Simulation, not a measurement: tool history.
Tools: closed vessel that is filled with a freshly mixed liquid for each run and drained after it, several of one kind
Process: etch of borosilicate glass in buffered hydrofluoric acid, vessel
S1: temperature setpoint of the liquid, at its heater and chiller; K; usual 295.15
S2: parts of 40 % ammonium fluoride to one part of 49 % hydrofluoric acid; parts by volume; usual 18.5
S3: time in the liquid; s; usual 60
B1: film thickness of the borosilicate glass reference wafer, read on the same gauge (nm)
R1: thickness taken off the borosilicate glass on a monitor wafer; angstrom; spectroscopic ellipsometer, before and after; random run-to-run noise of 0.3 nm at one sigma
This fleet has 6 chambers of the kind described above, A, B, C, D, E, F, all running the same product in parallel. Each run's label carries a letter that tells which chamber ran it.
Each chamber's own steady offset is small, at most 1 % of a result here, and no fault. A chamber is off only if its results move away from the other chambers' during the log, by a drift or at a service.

-- hour=5.4 chamber B: thermometer replaced
run 1F hour=13.2 | S1=295.15 S2=18.5 S3=60 | B1=60.015 | R1=367.36
-- hour=13.4 chamber A: hydrofluoric acid flow meter replaced
run 2E hour=28.8 | S1=295.15 S2=18.5 S3=60 | B1=60.008 | R1=363.22
run 3A hour=41.2 | S1=295.15 S2=18.5 S3=60 | B1=60.000 | R1=371.18
run 4D hour=51.3 | S1=295.15 S2=18.5 S3=60 | B1=60.003 | R1=368.18
run 5C hour=61.9 | S1=295.15 S2=15.0 S3=60 | B1=60.013 | R1=448.83
run 6B hour=75.6 | S1=295.15 S2=15.0 S3=60 | B1=60.009 | R1=452.12
run 7F hour=83.8 | S1=295.15 S2=15.0 S3=60 | B1=60.005 | R1=451.84
run 8D hour=91.2 | S1=295.15 S2=15.0 S3=60 | B1=59.993 | R1=450.05
run 9C hour=103.6 | S1=295.15 S2=15.0 S3=60 | B1=59.989 | R1=456.49
run 10B hour=114.4 | S1=295.15 S2=15.0 S3=60 | B1=59.980 | R1=447.96
run 11A hour=122.2 | S1=295.15 S2=18.5 S3=60 | B1=60.012 | R1=367.48
run 12E hour=134.6 | S1=295.15 S2=18.5 S3=60 | B1=59.994 | R1=362.59
run 13B hour=150.5 | S1=295.15 S2=18.5 S3=60 | B1=59.984 | R1=367.62
run 14A hour=165.1 | S1=295.15 S2=18.5 S3=60 | B1=59.988 | R1=365.24
run 15D hour=177.4 | S1=295.15 S2=18.5 S3=60 | B1=60.025 | R1=366.49
run 16E hour=192.2 | S1=295.15 S2=18.5 S3=60 | B1=60.007 | R1=368.75
run 17F hour=205.6 | S1=295.15 S2=18.5 S3=60 | B1=59.989 | R1=368.75
run 18C hour=221.7 | S1=295.15 S2=18.5 S3=60 | B1=59.982 | R1=372.69
run 19F hour=236.4 | S1=295.15 S2=18.5 S3=60 | B1=59.993 | R1=368.69
run 20C hour=248.4 | S1=295.15 S2=18.5 S3=60 | B1=59.984 | R1=367.47
run 21A hour=256.3 | S1=295.15 S2=18.5 S3=45 | B1=59.999 | R1=275.10
run 22B hour=263.4 | S1=295.15 S2=18.5 S3=45 | B1=60.010 | R1=278.27
run 23E hour=273.1 | S1=295.15 S2=18.5 S3=45 | B1=60.014 | R1=273.96
run 24D hour=281.4 | S1=295.15 S2=18.5 S3=45 | B1=60.005 | R1=286.27
run 25E hour=291.6 | S1=295.15 S2=18.5 S3=45 | B1=60.003 | R1=275.09
run 26D hour=307.6 | S1=295.15 S2=18.5 S3=45 | B1=60.001 | R1=290.84
run 27B hour=315.7 | S1=295.15 S2=18.5 S3=60 | B1=60.006 | R1=368.09
run 28C hour=331.9 | S1=295.15 S2=18.5 S3=60 | B1=59.993 | R1=371.30
-- hour=335.1 chamber C: hydrofluoric acid flow meter replaced
-- hour=336.8 chamber E: thermometer replaced
run 29A hour=343.4 | S1=295.15 S2=18.5 S3=60 | B1=59.997 | R1=364.95
run 30F hour=352.9 | S1=295.15 S2=18.5 S3=60 | B1=60.011 | R1=363.90
run 31C hour=362.4 | S1=295.15 S2=18.5 S3=60 | B1=60.007 | R1=368.00
run 32D hour=375.0 | S1=295.15 S2=18.5 S3=60 | B1=60.007 | R1=388.83
run 33B hour=385.0 | S1=295.15 S2=18.5 S3=60 | B1=59.989 | R1=364.43
run 34E hour=396.2 | S1=295.15 S2=18.5 S3=60 | B1=60.010 | R1=360.07
run 35A hour=405.7 | S1=295.15 S2=18.5 S3=50 | B1=59.995 | R1=306.66
run 36F hour=412.6 | S1=295.15 S2=18.5 S3=50 | B1=60.013 | R1=306.18
run 37F hour=423.1 | S1=295.15 S2=18.5 S3=50 | B1=60.007 | R1=306.57
run 38D hour=439.1 | S1=295.15 S2=18.5 S3=50 | B1=59.989 | R1=336.09
run 39C hour=451.6 | S1=295.15 S2=18.5 S3=50 | B1=60.005 | R1=313.69
run 40A hour=460.7 | S1=295.15 S2=18.5 S3=50 | B1=59.985 | R1=303.85
run 41E hour=476.5 | S1=295.15 S2=18.5 S3=60 | B1=59.979 | R1=368.43
run 42B hour=486.0 | S1=295.15 S2=18.5 S3=60 | B1=59.995 | R1=366.96

Predict what each chamber gives when all 6 of them run the settings below next.
run 43A hour=497.6 | S1=295.15 S2=18.5 S3=60 | R1=?
run 43B hour=497.6 | S1=295.15 S2=18.5 S3=60 | R1=?
run 43C hour=497.6 | S1=295.15 S2=18.5 S3=60 | R1=?
run 43D hour=497.6 | S1=295.15 S2=18.5 S3=60 | R1=?
run 43E hour=497.6 | S1=295.15 S2=18.5 S3=60 | R1=?
run 43F hour=497.6 | S1=295.15 S2=18.5 S3=60 | R1=?

run=43A R1=361.59
run=43B R1=361.15
run=43C R1=374.45
run=43D R1=409.57
run=43E R1=365.10
run=43F R1=364.13

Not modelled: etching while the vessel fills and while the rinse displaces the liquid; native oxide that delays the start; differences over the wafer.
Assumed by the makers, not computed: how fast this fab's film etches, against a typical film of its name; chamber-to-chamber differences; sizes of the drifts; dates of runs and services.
